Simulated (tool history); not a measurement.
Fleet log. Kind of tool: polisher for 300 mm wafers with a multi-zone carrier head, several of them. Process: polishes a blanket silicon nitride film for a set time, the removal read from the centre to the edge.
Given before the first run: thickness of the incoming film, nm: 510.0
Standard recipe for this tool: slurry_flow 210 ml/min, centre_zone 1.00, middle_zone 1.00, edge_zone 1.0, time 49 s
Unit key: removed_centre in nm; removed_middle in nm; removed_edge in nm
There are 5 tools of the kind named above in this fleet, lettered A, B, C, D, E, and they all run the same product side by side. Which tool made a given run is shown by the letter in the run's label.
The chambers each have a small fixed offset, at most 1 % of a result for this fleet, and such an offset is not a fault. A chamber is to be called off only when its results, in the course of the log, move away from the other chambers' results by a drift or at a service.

-- day=0.017 chamber E: edge zone pressure recalibrated
-- day=0.033 chamber D: worn pad replaced by a new one
run 1A day=0.229 | slurry_flow=210 centre_zone=1.00 middle_zone=1.00 edge_zone=1.0 time=49 | removed_centre=120.060 removed_middle=119.680 removed_edge=120.500
run 2B day=0.400 | slurry_flow=210 centre_zone=1.00 middle_zone=1.00 edge_zone=1.0 time=49 | removed_centre=120.740 removed_middle=118.270 removed_edge=120.550
-- day=0.421 chamber C: edge zone pressure recalibrated
-- day=0.588 chamber A: slurry nozzle cleaned
run 3E day=0.671 | slurry_flow=210 centre_zone=1.00 middle_zone=1.00 edge_zone=1.0 time=49 | removed_centre=119.970 removed_middle=120.580 removed_edge=121.070
-- day=0.862 chamber C: worn pad replaced by a new one
run 4D day=0.921 | slurry_flow=210 centre_zone=1.00 middle_zone=1.00 edge_zone=1.0 time=49 | removed_centre=119.400 removed_middle=120.690 removed_edge=121.130
run 5C day=1.133 | slurry_flow=210 centre_zone=1.00 middle_zone=1.00 edge_zone=1.0 time=49 | removed_centre=121.370 removed_middle=118.650 removed_edge=122.250
-- day=1.304 chamber E: worn pad replaced by a new one
run 6C day=1.312 | slurry_flow=210 centre_zone=1.00 middle_zone=1.00 edge_zone=1.0 time=49 | removed_centre=119.870 removed_middle=120.010 removed_edge=119.390
-- day=1.421 chamber B: worn pad replaced by a new one
run 7A day=1.500 | slurry_flow=210 centre_zone=1.00 middle_zone=1.00 edge_zone=1.0 time=49 | removed_centre=117.310 removed_middle=117.140 removed_edge=119.490
run 8E day=1.775 | slurry_flow=210 centre_zone=1.00 middle_zone=1.00 edge_zone=1.0 time=49 | removed_centre=121.860 removed_middle=117.550 removed_edge=120.660
run 9D day=1.954 | slurry_flow=210 centre_zone=1.00 middle_zone=1.00 edge_zone=1.0 time=49 | removed_centre=119.460 removed_middle=122.260 removed_edge=119.270
run 10B day=2.092 | slurry_flow=210 centre_zone=1.00 middle_zone=1.00 edge_zone=1.0 time=49 | removed_centre=119.960 removed_middle=117.650 removed_edge=121.190
run 11A day=2.308 | slurry_flow=210 centre_zone=1.00 middle_zone=1.00 edge_zone=1.0 time=49 | removed_centre=118.260 removed_middle=119.040 removed_edge=120.850
run 12B day=2.533 | slurry_flow=210 centre_zone=1.00 middle_zone=1.00 edge_zone=1.0 time=34 | removed_centre=82.670 removed_middle=82.316 removed_edge=82.038
run 13D day=2.717 | slurry_flow=210 centre_zone=1.00 middle_zone=1.00 edge_zone=1.0 time=34 | removed_centre=83.044 removed_middle=82.415 removed_edge=84.989
-- day=2.733 chamber D: slurry nozzle cleaned
run 14E day=2.896 | slurry_flow=210 centre_zone=1.00 middle_zone=1.00 edge_zone=1.0 time=34 | removed_centre=84.361 removed_middle=83.056 removed_edge=82.605
-- day=2.946 chamber C: worn pad replaced by a new one
run 15C day=3.062 | slurry_flow=210 centre_zone=1.00 middle_zone=1.00 edge_zone=1.0 time=34 | removed_centre=82.997 removed_middle=82.070 removed_edge=83.951
-- day=3.200 chamber D: centre zone pressure recalibrated
run 16C day=3.208 | slurry_flow=210 centre_zone=1.00 middle_zone=1.00 edge_zone=1.0 time=34 | removed_centre=82.507 removed_middle=80.898 removed_edge=83.347
run 17E day=3.362 | slurry_flow=210 centre_zone=1.00 middle_zone=1.00 edge_zone=1.0 time=49 | removed_centre=122.130 removed_middle=121.090 removed_edge=119.290
run 18B day=3.562 | slurry_flow=155 centre_zone=1.00 middle_zone=1.00 edge_zone=1.0 time=36 | removed_centre=81.079 removed_middle=84.073 removed_edge=84.560
run 19A day=3.771 | slurry_flow=155 centre_zone=1.00 middle_zone=1.00 edge_zone=1.0 time=36 | removed_centre=82.218 removed_middle=82.551 removed_edge=86.128
run 20D day=4.033 | slurry_flow=155 centre_zone=1.00 middle_zone=1.00 edge_zone=1.0 time=36 | removed_centre=90.909 removed_middle=83.382 removed_edge=86.283
-- day=4.100 chamber C: centre zone pressure recalibrated
-- day=4.104 chamber A: worn pad replaced by a new one
run 21A day=4.271 | slurry_flow=155 centre_zone=1.00 middle_zone=1.00 edge_zone=1.0 time=36 | removed_centre=84.358 removed_middle=83.648 removed_edge=85.822
-- day=4.379 chamber D: worn pad replaced by a new one
-- day=4.421 chamber B: centre zone pressure recalibrated
run 22B day=4.442 | slurry_flow=155 centre_zone=1.00 middle_zone=1.00 edge_zone=1.0 time=36 | removed_centre=82.143 removed_middle=83.383 removed_edge=83.733
run 23D day=4.646 | slurry_flow=210 centre_zone=1.00 middle_zone=1.00 edge_zone=1.0 time=49 | removed_centre=130.090 removed_middle=122.100 removed_edge=121.210
-- day=4.883 chamber B: worn pad replaced by a new one
run 24C day=4.912 | slurry_flow=280 centre_zone=1.00 middle_zone=1.00 edge_zone=1.0 time=38 | removed_centre=96.686 removed_middle=96.552 removed_edge=95.093
-- day=5.175 chamber C: worn pad replaced by a new one
run 25E day=5.200 | slurry_flow=280 centre_zone=1.00 middle_zone=1.00 edge_zone=1.0 time=38 | removed_centre=97.732 removed_middle=98.404 removed_edge=96.503
run 26D day=5.446 | slurry_flow=280 centre_zone=1.00 middle_zone=1.00 edge_zone=1.0 time=38 | removed_centre=105.560 removed_middle=97.249 removed_edge=97.122
-- day=5.458 chamber A: edge zone pressure recalibrated
run 27C day=5.629 | slurry_flow=280 centre_zone=1.00 middle_zone=1.00 edge_zone=1.0 time=38 | removed_centre=95.074 removed_middle=94.728 removed_edge=95.033
run 28E day=5.804 | slurry_flow=280 centre_zone=1.00 middle_zone=1.00 edge_zone=1.0 time=38 | removed_centre=95.955 removed_middle=97.653 removed_edge=95.330
run 29A day=6.100 | slurry_flow=210 centre_zone=0.91 middle_zone=1.05 edge_zone=1.0 time=49 | removed_centre=107.100 removed_middle=126.240 removed_edge=121.210
run 30B day=6.375 | slurry_flow=210 centre_zone=0.91 middle_zone=1.05 edge_zone=1.0 time=49 | removed_centre=108.570 removed_middle=125.290 removed_edge=119.880
run 31D day=6.654 | slurry_flow=210 centre_zone=0.91 middle_zone=1.05 edge_zone=1.0 time=49 | removed_centre=119.040 removed_middle=125.920 removed_edge=121.100
run 32C day=6.829 | slurry_flow=210 centre_zone=0.91 middle_zone=1.05 edge_zone=1.0 time=49 | removed_centre=109.140 removed_middle=124.140 removed_edge=118.350
run 33E day=7.092 | slurry_flow=210 centre_zone=0.91 middle_zone=1.05 edge_zone=1.0 time=49 | removed_centre=107.180 removed_middle=125.440 removed_edge=118.130
-- day=7.288 chamber E: worn pad replaced by a new one
run 34A day=7.396 | slurry_flow=210 centre_zone=1.00 middle_zone=1.00 edge_zone=1.0 time=49 | removed_centre=119.460 removed_middle=120.280 removed_edge=122.400
run 35B day=7.575 | slurry_flow=260 centre_zone=1.00 middle_zone=1.00 edge_zone=0.9 time=49 | removed_centre=120.870 removed_middle=121.160 removed_edge=116.010
-- day=7.650 chamber C: worn pad replaced by a new one
run 36B day=7.846 | slurry_flow=260 centre_zone=1.00 middle_zone=1.00 edge_zone=0.9 time=49 | removed_centre=120.930 removed_middle=124.950 removed_edge=116.320
run 37A day=8.150 | slurry_flow=260 centre_zone=1.00 middle_zone=1.00 edge_zone=0.9 time=49 | removed_centre=121.360 removed_middle=122.670 removed_edge=115.380
run 38E day=8.308 | slurry_flow=260 centre_zone=1.00 middle_zone=1.00 edge_zone=0.9 time=49 | removed_centre=124.900 removed_middle=123.620 removed_edge=117.030
run 39D day=8.488 | slurry_flow=260 centre_zone=1.00 middle_zone=1.00 edge_zone=0.9 time=49 | removed_centre=133.290 removed_middle=125.850 removed_edge=115.990
run 40C day=8.792 | slurry_flow=210 centre_zone=1.00 middle_zone=1.00 edge_zone=1.0 time=41 | removed_centre=99.945 removed_middle=100.290 removed_edge=100.370
run 41E day=9.092 | slurry_flow=210 centre_zone=1.00 middle_zone=1.00 edge_zone=1.0 time=41 | removed_centre=101.540 removed_middle=98.993 removed_edge=101.210

One chamber off, gauge drift, or nothing amiss beyond the chambers' own small offsets? If it is a chamber, which one, and what is the likeliest cause?

The work done on chamber D during a service left it standing apart from the others.
Most likely cause: centre zone's pressure above its setpoint, % = 8.25.

Here are 4 candidates for chamber D's next run, each the usual settings with a change, their results left as question marks. Which one brings its results back in line with what the others give on the usual settings?
To be in line, a result may differ from the other chambers' mean on the usual settings by at most: removed_centre 4.100 nm; removed_middle 6.000 nm; removed_edge 3.800 nm
run 42D-1 day=9.317 | slurry_flow=210 centre_zone=0.98 middle_zone=1.00 edge_zone=1.01 time=49 | removed_centre=? removed_middle=? removed_edge=?
run 42D-2 day=9.317 | slurry_flow=205 centre_zone=0.94 middle_zone=1.01 edge_zone=1.02 time=48 | removed_centre=? removed_middle=? removed_edge=?
run 42D-3 day=9.317 | slurry_flow=210 centre_zone=1.02 middle_zone=1.00 edge_zone=0.99 time=49 | removed_centre=? removed_middle=? removed_edge=?
run 42D-4 day=9.317 | slurry_flow=215 centre_zone=1.06 middle_zone=0.99 edge_zone=0.98 time=50 | removed_centre=? removed_middle=? removed_edge=?

Average result of the remaining chambers running the usual settings: removed_centre 119.620 nm; removed_middle 119.400 nm; removed_edge 120.370 nm
run=42D-1 removed_centre=127.530 removed_middle=119.890 removed_edge=121.100
run=42D-2 removed_centre=118.970 removed_middle=118.160 removed_edge=118.940
run=42D-3 removed_centre=133.180 removed_middle=119.870 removed_edge=119.820
run=42D-4 removed_centre=142.150 removed_middle=121.550 removed_edge=121.910
The answer is 42D-2, which returns the chamber to within the allowed miss of the others.
